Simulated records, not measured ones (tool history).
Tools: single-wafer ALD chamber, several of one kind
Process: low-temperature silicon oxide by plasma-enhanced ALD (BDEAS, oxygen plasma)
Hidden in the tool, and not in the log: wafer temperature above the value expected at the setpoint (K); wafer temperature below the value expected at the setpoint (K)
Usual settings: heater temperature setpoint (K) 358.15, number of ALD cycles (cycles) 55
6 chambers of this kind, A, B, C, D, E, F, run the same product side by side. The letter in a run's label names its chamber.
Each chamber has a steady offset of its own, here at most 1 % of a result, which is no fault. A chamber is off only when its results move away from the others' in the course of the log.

run,hour,heater temperature setpoint (K),number of ALD cycles (cycles),hours since the last thermocouple change,"read-back reference wafer on the same gauge, thickness_nm",mean film thickness on the monitor wafer (Å)
1B,7.5,358.15,55,733.1,7.2722,82.736
2C,22.0,358.15,55,1979.7,7.2733,82.878
3A,33.7,358.15,55,1358.2,7.2742,82.738
4E,49.0,358.15,55,286.4,7.2752,82.937
5D,60.9,358.15,55,123.9,7.2783,83.237
6F,69.1,358.15,55,810.1,7.2758,83.437
7D,79.6,358.15,55,142.6,7.2768,83.224
8E,89.7,358.15,55,327.1,7.2803,83.276
9C,99.5,351.15,49,2057.2,7.2808,75.579
10A,115.5,351.15,49,1440.0,7.2795,75.573
11F,126.2,351.15,49,867.2,7.2864,76.200
12B,133.9,351.15,49,859.5,7.2839,75.491
# hour 138.5: chamber A: thermocouple changed; heater temperature recalibrated
13C,143.6,351.15,49,2101.3,7.2824,75.487
14D,153.9,351.15,49,216.9,7.2874,76.092
15F,169.1,358.15,55,910.1,7.2921,83.407
16B,178.8,358.15,55,904.4,7.2905,82.996
17A,185.8,358.15,55,47.4,7.2873,82.952
18E,195.1,358.15,55,432.5,7.2912,83.132
# hour 199.2: chamber F: thermocouple changed; heater temperature recalibrated
19D,206.3,358.15,55,269.3,7.2942,83.538
20E,213.8,358.15,55,451.2,7.2924,83.384
21F,229.5,358.15,55,30.4,7.2937,83.601
22B,237.6,358.15,55,963.2,7.2977,82.843
23C,245.1,358.15,55,2202.8,7.2962,83.065
24A,253.5,358.15,55,115.1,7.2950,83.242
25F,266.3,358.15,55,67.2,7.2978,83.639
26D,274.0,358.15,55,337.0,7.3004,83.580
27A,286.9,358.15,55,148.5,7.3004,83.302
28B,300.7,358.15,55,1026.3,7.3014,82.892
29C,309.1,358.15,55,2266.8,7.3040,83.118
30E,322.0,358.15,55,559.4,7.3015,83.493
31C,330.4,373.15,59,2288.1,7.3052,84.719
32F,341.4,373.15,59,142.3,7.3066,85.141
33A,351.8,373.15,59,213.4,7.3066,84.792
34B,365.1,373.15,59,1090.7,7.3096,84.598
35E,373.7,373.15,59,611.1,7.3092,84.983
36D,381.8,373.15,59,444.8,7.3081,84.964

All 6 chambers run these settings next. Forecast each chamber's results:
37A,393.4,345.15,55,,,?
37B,393.4,345.15,55,,,?
37C,393.4,345.15,55,,,?
37D,393.4,345.15,55,,,?
37E,393.4,345.15,55,,,?
37F,393.4,345.15,55,,,?

run,mean film thickness on the monitor wafer (Å)
37A,86.918
37B,86.516
37C,86.656
37D,87.453
37E,87.192
37F,87.499

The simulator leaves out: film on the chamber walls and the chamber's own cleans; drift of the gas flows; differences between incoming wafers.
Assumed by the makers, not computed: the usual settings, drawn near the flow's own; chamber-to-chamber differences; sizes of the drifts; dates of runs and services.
